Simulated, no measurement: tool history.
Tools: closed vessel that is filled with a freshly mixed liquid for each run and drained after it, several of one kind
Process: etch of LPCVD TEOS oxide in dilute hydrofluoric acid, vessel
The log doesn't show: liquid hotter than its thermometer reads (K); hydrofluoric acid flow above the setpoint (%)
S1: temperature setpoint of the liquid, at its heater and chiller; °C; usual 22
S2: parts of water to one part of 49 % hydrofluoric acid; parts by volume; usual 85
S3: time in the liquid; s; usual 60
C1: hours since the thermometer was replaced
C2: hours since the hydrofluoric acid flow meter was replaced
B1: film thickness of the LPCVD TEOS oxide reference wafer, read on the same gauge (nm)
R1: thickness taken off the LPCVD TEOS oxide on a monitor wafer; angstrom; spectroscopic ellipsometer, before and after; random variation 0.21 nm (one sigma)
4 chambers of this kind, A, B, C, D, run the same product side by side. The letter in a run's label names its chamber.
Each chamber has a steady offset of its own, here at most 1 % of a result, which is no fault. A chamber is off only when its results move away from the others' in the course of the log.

run   hour    S1   S2  S3      C1     C2      B1      R1
 1D    6.3    22   85  60   454.2  896.4  30.001  244.69
 2B   13.7    22   85  60   243.6  439.7  29.996  241.29
 3C   18.1    22   85  60   236.7  238.7  29.991  245.59
 4A   23.5    22   85  60    1947  631.2  30.005  248.83
 5A   28.2    22   85  60  1951.7  635.9  30.016   247.7
 6C   32.9    22   85  60   251.5  253.5  30.012  240.56
 7B   37.5  20.5   85  30   267.4  463.5  29.982  115.43
 8D   43.9  20.5   85  30   491.8    934  29.992  116.56
 9B   47.7  20.5   85  30   277.6  473.7  29.998  116.76
10C     55  20.5   85  30   273.6  275.6  30.009  113.61
11D   59.7  18.5  120  60   507.6  949.8  29.974   145.1
12A     65  18.5  120  60  1988.5  672.7  30.005  151.33
13B   70.5  18.5  120  60   300.4  496.5  29.997  144.33
14A   77.5  18.5  120  60    2001  685.2  30.007  149.03
15C   84.2    22   85  60   302.8  304.8  30.001  247.31
      87.8  -- chamber D: thermometer replaced
16D     88    22   85  60     0.2  978.1  29.997  245.71
17D     95    22   85  60     7.2  985.1   30.04  243.08
18A  100.1    22   85  60  2023.6  707.8  29.976  258.39
     102.6  -- chamber D: hydrofluoric acid flow meter replaced
19B  105.1    22   85  60     335  531.1  29.998  240.95
20C  111.9    22   85  60   330.5  332.5   30.01  246.16
21D  115.6    18   85  85    27.8     13  30.004   297.3
22B  120.1    18   85  85     350  546.1  30.003  296.32
23A  125.2    18   85  85  2048.7  732.9  30.001  316.24
24C  132.9    18   85  85   351.5  353.5  29.997  295.07

Is one chamber off against the others, does the gauge drift, or is nothing wrong? If a chamber is off, say which, and what the likeliest cause is.

Chamber A drifts away from the others.
Cause: hydrofluoric acid flow above the setpoint (%) = 7.97.
The log may not tell that from: liquid hotter than its thermometer reads (K).

Here are 4 candidates for chamber A's next run, each the usual settings with a change, their results left as question marks. Which one brings its results back in line with what the others give on the usual settings?
In line means no further than this from the other chambers' mean on the usual settings: R1 7.6 angstrom
25A-1  138.5  22  85  55               ?
25A-2  138.5  24  85  60               ?
25A-3  138.5  21  85  60               ?
25A-4  138.5  23  85  60               ?

The other chambers' mean on the usual settings: R1 245.39 angstrom
  run      R1
25A-1  246.26
25A-2   291.7
25A-3  257.62
25A-4  279.93
25A-1 brings the chamber back in line.
